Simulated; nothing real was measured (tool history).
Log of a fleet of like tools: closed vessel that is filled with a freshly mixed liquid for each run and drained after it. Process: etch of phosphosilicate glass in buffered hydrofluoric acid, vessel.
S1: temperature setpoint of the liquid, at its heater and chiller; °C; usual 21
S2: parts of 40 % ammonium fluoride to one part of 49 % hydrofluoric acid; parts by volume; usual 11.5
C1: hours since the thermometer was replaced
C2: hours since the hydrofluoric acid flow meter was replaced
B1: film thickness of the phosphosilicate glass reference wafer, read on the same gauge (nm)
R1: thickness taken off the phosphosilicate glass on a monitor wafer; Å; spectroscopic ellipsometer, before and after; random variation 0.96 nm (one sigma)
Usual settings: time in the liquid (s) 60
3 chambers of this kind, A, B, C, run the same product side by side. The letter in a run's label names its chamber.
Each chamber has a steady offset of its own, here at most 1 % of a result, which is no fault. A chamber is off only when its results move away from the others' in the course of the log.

Run 1C, hour 11.3: usual settings; C1 68.3; C2 477.8; B1 149.99. Result: R1 1528.7 Å.
Run 2B, hour 24.5: usual settings; C1 2038.3; C2 354.2; B1 150.01. Result: R1 1519.7 Å.
Run 3A, hour 37.1: usual settings; C1 564.3; C2 104.2; B1 149.99. Result: R1 1532.9 Å.
Run 4C, hour 47.1: usual settings; C1 104.1; C2 513.6; B1 149.98. Result: R1 1535 Å.
Run 5B, hour 57.9: usual settings; C1 2071.7; C2 387.6; B1 150.01. Result: R1 1527.4 Å.
Run 6A, hour 66: usual settings; C1 593.2; C2 133.1; B1 150. Result: R1 1517.3 Å.
Run 7B, hour 80.5: usual settings; C1 2094.3; C2 410.2; B1 149.96. Result: R1 1515 Å.
Run 8C, hour 93.4: usual settings but S1 22.5 °C, time in the liquid (s) 35; C1 150.4; C2 559.9; B1 150.03. Result: R1 976.56 Å.
Run 9A, hour 107.1: usual settings but S1 22.5 °C, time in the liquid (s) 35; C1 634.3; C2 174.2; B1 150.04. Result: R1 974.11 Å.
Run 10A, hour 120: usual settings but S1 22.5 °C, time in the liquid (s) 35; C1 647.2; C2 187.1; B1 149.96. Result: R1 970.05 Å.
Run 11B, hour 129.3: usual settings; C1 2143.1; C2 459; B1 150.01. Result: R1 1509.3 Å.
Run 12C, hour 137.9: usual settings; C1 194.9; C2 604.4; B1 150.01. Result: R1 1551 Å.
Run 13A, hour 145.2: usual settings; C1 672.4; C2 212.3; B1 149.99. Result: R1 1534.5 Å.
Run 14B, hour 152.5: usual settings; C1 2166.3; C2 482.2; B1 149.97. Result: R1 1519 Å.
Run 15C, hour 166.8: usual settings; C1 223.8; C2 633.3; B1 150. Result: R1 1524.1 Å.
Run 16C, hour 180.9: usual settings; C1 237.9; C2 647.4; B1 149.95. Result: R1 1525.6 Å.
Run 17A, hour 194.2: usual settings; C1 721.4; C2 261.3; B1 149.99. Result: R1 1527.2 Å.
Run 18B, hour 204.9: usual settings; C1 2218.7; C2 534.6; B1 150. Result: R1 1527.9 Å.
Run 19B, hour 215: usual settings; C1 2228.8; C2 544.7; B1 150.01. Result: R1 1527.2 Å.
Run 20A, hour 225.6: usual settings; C1 752.8; C2 292.7; B1 150.03. Result: R1 1528.6 Å.
Run 21C, hour 232.4: usual settings; C1 289.4; C2 698.9; B1 149.99. Result: R1 1526.8 Å.
Run 22A, hour 242.5: usual settings; C1 769.7; C2 309.6; B1 150.04. Result: R1 1520.6 Å.
Run 23B, hour 250.8: usual settings; C1 2264.6; C2 580.5; B1 150. Result: R1 1509.8 Å.
Run 24C, hour 262.9: usual settings but S2 14 parts by volume; C1 319.9; C2 729.4; B1 150.02. Result: R1 1264.1 Å.
Run 25B, hour 269.6: usual settings but S2 14 parts by volume; C1 2283.4; C2 599.3; B1 149.99. Result: R1 1239.9 Å.
Run 26A, hour 280.3: usual settings but S2 14 parts by volume; C1 807.5; C2 347.4; B1 149.99. Result: R1 1261.1 Å.
Run 27C, hour 289.7: usual settings; C1 346.7; C2 756.2; B1 150.02. Result: R1 1524 Å.
Run 28B, hour 303.3: usual settings but S1 23.5 °C, S2 7.5 parts by volume; C1 2317.1; C2 633; B1 149.99. Result: R1 2571.4 Å.
Run 29C, hour 312.9: usual settings but S1 23.5 °C, S2 7.5 parts by volume; C1 369.9; C2 779.4; B1 150.03. Result: R1 2646 Å.
Run 30A, hour 323.1: usual settings but S1 23.5 °C, S2 7.5 parts by volume; C1 850.3; C2 390.2; B1 150.02. Result: R1 2622.5 Å.
Run 31A, hour 337: usual settings; C1 864.2; C2 404.1; B1 150. Result: R1 1516.6 Å.
Run 32C, hour 349.8: usual settings; C1 406.8; C2 816.3; B1 150.02. Result: R1 1546.8 Å.
Run 33B, hour 364: usual settings; C1 2377.8; C2 693.7; B1 150.02. Result: R1 1514 Å.
At hour 369.6: chamber A: hydrofluoric acid flow meter replaced.
Run 34C, hour 371.9: usual settings; C1 428.9; C2 838.4; B1 149.97. Result: R1 1534.2 Å.
Run 35B, hour 382.7: usual settings; C1 2396.5; C2 712.4; B1 150.01. Result: R1 1529.1 Å.
Run 36A, hour 397.6: usual settings; C1 924.8; C2 28.1; B1 149.98. Result: R1 1528.3 Å.
Run 37C, hour 409.9: usual settings; C1 466.9; C2 876.4; B1 149.99. Result: R1 1526 Å.
Run 38A, hour 420.4: usual settings; C1 947.6; C2 50.9; B1 149.99. Result: R1 1519.5 Å.

All 3 chambers run these settings next. Forecast each chamber's results:
Run 39A, hour 431.5: usual settings. Result: R1 ?.
Run 39B, hour 431.5: usual settings. Result: R1 ?.
Run 39C, hour 431.5: usual settings. Result: R1 ?.

run      R1
39A  1528.7
39B  1520.5
39C    1535
